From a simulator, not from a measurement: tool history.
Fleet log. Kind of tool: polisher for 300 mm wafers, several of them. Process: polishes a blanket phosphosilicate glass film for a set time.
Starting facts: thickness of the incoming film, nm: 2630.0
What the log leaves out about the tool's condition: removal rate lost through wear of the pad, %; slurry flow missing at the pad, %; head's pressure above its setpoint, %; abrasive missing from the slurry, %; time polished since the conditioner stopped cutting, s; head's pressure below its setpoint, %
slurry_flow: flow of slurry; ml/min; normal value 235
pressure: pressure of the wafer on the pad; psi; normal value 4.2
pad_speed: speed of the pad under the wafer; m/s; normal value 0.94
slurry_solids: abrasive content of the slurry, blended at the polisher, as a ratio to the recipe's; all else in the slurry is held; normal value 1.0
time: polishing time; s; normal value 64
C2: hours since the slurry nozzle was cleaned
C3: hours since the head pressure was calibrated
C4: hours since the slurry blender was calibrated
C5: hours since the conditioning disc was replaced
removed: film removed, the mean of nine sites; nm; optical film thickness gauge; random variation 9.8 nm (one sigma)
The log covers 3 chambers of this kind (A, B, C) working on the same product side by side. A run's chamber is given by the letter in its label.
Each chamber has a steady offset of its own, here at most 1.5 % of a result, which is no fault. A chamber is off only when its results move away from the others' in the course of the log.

{"run": "1B", "hour": 8.2, "slurry_flow": 235, "pressure": 4.2, "pad_speed": 0.94, "slurry_solids": 1.0, "time": 64, "wafers polished on this pad": 827, "C2": 591.5, "C3": 326.8, "C4": 430.5, "C5": 182.8, "removed": 704.5}
{"hour": 15.9, "done": "chamber C: worn pad replaced by a new one"}
{"run": "2C", "hour": 16.5, "slurry_flow": 235, "pressure": 4.2, "pad_speed": 0.94, "slurry_solids": 1.0, "time": 64, "wafers polished on this pad": 8, "C2": 342.9, "C3": 888.1, "C4": 48.3, "C5": 108.8, "removed": 741.61}
{"hour": 20.8, "done": "chamber B: worn pad replaced by a new one"}
{"run": "3A", "hour": 22.7, "slurry_flow": 235, "pressure": 4.2, "pad_speed": 0.94, "slurry_solids": 1.0, "time": 64, "wafers polished on this pad": 819, "C2": 324.9, "C3": 97.8, "C4": 325.2, "C5": 140.0, "removed": 733.77}
{"hour": 27.3, "done": "chamber B: slurry nozzle cleaned"}
{"run": "4A", "hour": 29.7, "slurry_flow": 235, "pressure": 4.2, "pad_speed": 0.94, "slurry_solids": 1.0, "time": 64, "wafers polished on this pad": 912, "C2": 331.9, "C3": 104.8, "C4": 332.2, "C5": 147.0, "removed": 744.03}
{"run": "5C", "hour": 37.9, "slurry_flow": 235, "pressure": 4.2, "pad_speed": 0.94, "slurry_solids": 1.0, "time": 64, "wafers polished on this pad": 293, "C2": 364.3, "C3": 909.5, "C4": 69.7, "C5": 130.2, "removed": 714.9}
{"hour": 46.0, "done": "chamber A: conditioning disc replaced and pad reconditioned"}
{"hour": 48.0, "done": "chamber B: conditioning disc replaced and pad reconditioned"}
{"hour": 48.2, "done": "chamber A: worn pad replaced by a new one"}
{"run": "6B", "hour": 49.0, "slurry_flow": 235, "pressure": 4.9, "pad_speed": 1.16, "slurry_solids": 1.0, "time": 64, "wafers polished on this pad": 375, "C2": 21.8, "C3": 367.6, "C4": 471.3, "C5": 1.0, "removed": 973.99}
{"hour": 50.2, "done": "chamber C: slurry nozzle cleaned"}
{"hour": 57.3, "done": "chamber B: slurry blender recalibrated"}
{"run": "7B", "hour": 60.1, "slurry_flow": 235, "pressure": 4.9, "pad_speed": 1.16, "slurry_solids": 1.0, "time": 64, "wafers polished on this pad": 523, "C2": 32.9, "C3": 378.7, "C4": 2.9, "C5": 12.1, "removed": 989.57}
{"run": "8C", "hour": 65.8, "slurry_flow": 235, "pressure": 4.9, "pad_speed": 1.16, "slurry_solids": 1.0, "time": 64, "wafers polished on this pad": 664, "C2": 15.7, "C3": 937.4, "C4": 97.6, "C5": 158.1, "removed": 1003.9}
{"run": "9A", "hour": 77.0, "slurry_flow": 235, "pressure": 4.2, "pad_speed": 0.94, "slurry_solids": 1.0, "time": 64, "wafers polished on this pad": 383, "C2": 379.2, "C3": 152.1, "C4": 379.5, "C5": 31.1, "removed": 731.1}
{"run": "10C", "hour": 86.5, "slurry_flow": 235, "pressure": 4.2, "pad_speed": 0.94, "slurry_solids": 1.0, "time": 64, "wafers polished on this pad": 939, "C2": 36.4, "C3": 958.1, "C4": 118.3, "C5": 178.8, "removed": 735.2}
{"run": "11A", "hour": 93.4, "slurry_flow": 210, "pressure": 4.2, "pad_speed": 0.94, "slurry_solids": 1.3, "time": 64, "wafers polished on this pad": 601, "C2": 395.6, "C3": 168.5, "C4": 395.9, "C5": 47.5, "removed": 802.82}
{"hour": 98.5, "done": "chamber B: worn pad replaced by a new one"}
{"run": "12B", "hour": 103.2, "slurry_flow": 210, "pressure": 4.2, "pad_speed": 0.94, "slurry_solids": 1.3, "time": 64, "wafers polished on this pad": 63, "C2": 76.0, "C3": 421.8, "C4": 46.0, "C5": 55.2, "removed": 795.48}
{"run": "13A", "hour": 110.6, "slurry_flow": 210, "pressure": 4.2, "pad_speed": 0.94, "slurry_solids": 1.3, "time": 64, "wafers polished on this pad": 830, "C2": 412.8, "C3": 185.7, "C4": 413.1, "C5": 64.7, "removed": 818.18}
{"hour": 116.3, "done": "chamber C: worn pad replaced by a new one"}
{"hour": 117.5, "done": "chamber C: conditioning disc replaced and pad reconditioned"}
{"hour": 120.4, "done": "chamber A: worn pad replaced by a new one"}
{"run": "14B", "hour": 121.6, "slurry_flow": 235, "pressure": 4.2, "pad_speed": 0.94, "slurry_solids": 1.0, "time": 64, "wafers polished on this pad": 308, "C2": 94.4, "C3": 440.2, "C4": 64.4, "C5": 73.6, "removed": 700.63}
{"run": "15C", "hour": 128.5, "slurry_flow": 295, "pressure": 4.2, "pad_speed": 0.94, "slurry_solids": 1.0, "time": 78, "wafers polished on this pad": 162, "C2": 78.4, "C3": 1000.1, "C4": 160.3, "C5": 11.0, "removed": 913.47}
{"run": "16C", "hour": 140.7, "slurry_flow": 295, "pressure": 4.2, "pad_speed": 0.94, "slurry_solids": 1.0, "time": 78, "wafers polished on this pad": 325, "C2": 90.6, "C3": 1012.3, "C4": 172.5, "C5": 23.2, "removed": 913.16}
{"hour": 146.0, "done": "chamber C: head pressure recalibrated"}
{"run": "17A", "hour": 150.6, "slurry_flow": 295, "pressure": 4.2, "pad_speed": 0.94, "slurry_solids": 1.0, "time": 78, "wafers polished on this pad": 402, "C2": 452.8, "C3": 225.7, "C4": 453.1, "C5": 104.7, "removed": 917.73}
{"run": "18B", "hour": 162.2, "slurry_flow": 235, "pressure": 4.2, "pad_speed": 0.94, "slurry_solids": 1.0, "time": 64, "wafers polished on this pad": 847, "C2": 135.0, "C3": 480.8, "C4": 105.0, "C5": 114.2, "removed": 707.99}
{"hour": 167.0, "done": "chamber B: head pressure recalibrated"}
{"run": "19C", "hour": 172.7, "slurry_flow": 235, "pressure": 4.2, "pad_speed": 0.94, "slurry_solids": 1.0, "time": 64, "wafers polished on this pad": 750, "C2": 122.6, "C3": 26.7, "C4": 204.5, "C5": 55.2, "removed": 739.45}
{"hour": 172.8, "done": "chamber B: worn pad replaced by a new one"}
{"run": "20B", "hour": 182.9, "slurry_flow": 235, "pressure": 4.2, "pad_speed": 0.94, "slurry_solids": 1.0, "time": 64, "wafers polished on this pad": 134, "C2": 155.7, "C3": 15.9, "C4": 125.7, "C5": 134.9, "removed": 659.33}
{"run": "21A", "hour": 194.2, "slurry_flow": 235, "pressure": 4.2, "pad_speed": 0.94, "slurry_solids": 1.0, "time": 64, "wafers polished on this pad": 982, "C2": 496.4, "C3": 269.3, "C4": 496.7, "C5": 148.3, "removed": 726.36}
{"hour": 194.7, "done": "chamber A: conditioning disc replaced and pad reconditioned"}
{"hour": 198.9, "done": "chamber A: worn pad replaced by a new one"}
{"run": "22C", "hour": 204.2, "slurry_flow": 235, "pressure": 4.2, "pad_speed": 0.94, "slurry_solids": 1.0, "time": 64, "wafers polished on this pad": 1169, "C2": 154.1, "C3": 58.2, "C4": 236.0, "C5": 86.7, "removed": 724.74}
{"run": "23A", "hour": 212.0, "slurry_flow": 235, "pressure": 4.2, "pad_speed": 0.94, "slurry_solids": 1.0, "time": 64, "wafers polished on this pad": 175, "C2": 514.2, "C3": 287.1, "C4": 514.5, "C5": 17.3, "removed": 727.32}
{"run": "24B", "hour": 219.2, "slurry_flow": 235, "pressure": 2.8, "pad_speed": 1.18, "slurry_solids": 1.0, "time": 64, "wafers polished on this pad": 617, "C2": 192.0, "C3": 52.2, "C4": 162.0, "C5": 171.2, "removed": 520.83}
{"hour": 226.5, "done": "chamber C: worn pad replaced by a new one"}
{"run": "25A", "hour": 232.1, "slurry_flow": 235, "pressure": 2.8, "pad_speed": 1.18, "slurry_solids": 1.0, "time": 64, "wafers polished on this pad": 442, "C2": 534.3, "C3": 307.2, "C4": 534.6, "C5": 37.4, "removed": 577.0}
{"hour": 233.0, "done": "chamber A: slurry blender recalibrated"}
{"hour": 235.0, "done": "chamber B: worn pad replaced by a new one"}
{"run": "26C", "hour": 238.6, "slurry_flow": 235, "pressure": 2.8, "pad_speed": 1.18, "slurry_solids": 1.0, "time": 64, "wafers polished on this pad": 161, "C2": 188.5, "C3": 92.6, "C4": 270.4, "C5": 121.1, "removed": 586.55}
{"run": "27B", "hour": 245.0, "slurry_flow": 235, "pressure": 2.7, "pad_speed": 0.94, "slurry_solids": 1.0, "time": 64, "wafers polished on this pad": 133, "C2": 217.8, "C3": 78.0, "C4": 187.8, "C5": 197.0, "removed": 420.84}
{"run": "28B", "hour": 254.9, "slurry_flow": 235, "pressure": 2.7, "pad_speed": 0.94, "slurry_solids": 1.0, "time": 64, "wafers polished on this pad": 265, "C2": 227.7, "C3": 87.9, "C4": 197.7, "C5": 206.9, "removed": 425.66}
{"hour": 256.3, "done": "chamber B: conditioning disc replaced and pad reconditioned"}
{"run": "29C", "hour": 262.9, "slurry_flow": 235, "pressure": 2.7, "pad_speed": 0.94, "slurry_solids": 1.0, "time": 64, "wafers polished on this pad": 484, "C2": 212.8, "C3": 116.9, "C4": 294.7, "C5": 145.4, "removed": 475.63}
{"run": "30A", "hour": 271.2, "slurry_flow": 285, "pressure": 4.2, "pad_speed": 0.94, "slurry_solids": 1.0, "time": 64, "wafers polished on this pad": 962, "C2": 573.4, "C3": 346.3, "C4": 38.3, "C5": 76.5, "removed": 746.75}
{"hour": 272.5, "done": "chamber A: worn pad replaced by a new one"}
{"run": "31A", "hour": 282.4, "slurry_flow": 285, "pressure": 4.2, "pad_speed": 0.94, "slurry_solids": 1.0, "time": 64, "wafers polished on this pad": 132, "C2": 584.6, "C3": 357.5, "C4": 49.5, "C5": 87.7, "removed": 720.36}
{"run": "32C", "hour": 292.2, "slurry_flow": 285, "pressure": 4.2, "pad_speed": 0.94, "slurry_solids": 1.0, "time": 64, "wafers polished on this pad": 874, "C2": 242.1, "C3": 146.2, "C4": 324.0, "C5": 174.7, "removed": 732.88}
{"run": "33B", "hour": 297.9, "slurry_flow": 235, "pressure": 4.2, "pad_speed": 0.94, "slurry_solids": 1.0, "time": 64, "wafers polished on this pad": 837, "C2": 270.7, "C3": 130.9, "C4": 240.7, "C5": 41.6, "removed": 652.74}
{"hour": 300.9, "done": "chamber B: worn pad replaced by a new one"}
{"hour": 307.0, "done": "chamber C: slurry blender recalibrated"}
{"run": "34B", "hour": 307.4, "slurry_flow": 235, "pressure": 4.2, "pad_speed": 0.94, "slurry_solids": 1.0, "time": 64, "wafers polished on this pad": 86, "C2": 280.2, "C3": 140.4, "C4": 250.2, "C5": 51.1, "removed": 643.12}
{"run": "35A", "hour": 318.0, "slurry_flow": 235, "pressure": 4.2, "pad_speed": 0.94, "slurry_solids": 1.0, "time": 64, "wafers polished on this pad": 605, "C2": 620.2, "C3": 393.1, "C4": 85.1, "C5": 123.3, "removed": 739.12}
{"run": "36C", "hour": 324.6, "slurry_flow": 235, "pressure": 4.2, "pad_speed": 0.94, "slurry_solids": 1.0, "time": 64, "wafers polished on this pad": 1305, "C2": 274.5, "C3": 178.6, "C4": 17.6, "C5": 207.1, "removed": 714.88}

All chambers now run identical settings, listed one chamber a line with results as question marks. What results will each chamber show?
{"run": "37A", "hour": 334.0, "slurry_flow": 235, "pressure": 4.2, "pad_speed": 0.94, "slurry_solids": 1.0, "time": 64, "removed": "?"}
{"run": "37B", "hour": 334.0, "slurry_flow": 235, "pressure": 4.2, "pad_speed": 0.94, "slurry_solids": 1.0, "time": 64, "removed": "?"}
{"run": "37C", "hour": 334.0, "slurry_flow": 235, "pressure": 4.2, "pad_speed": 0.94, "slurry_solids": 1.0, "time": 64, "removed": "?"}

run=37A removed=730.86
run=37B removed=648.46
run=37C removed=743.57
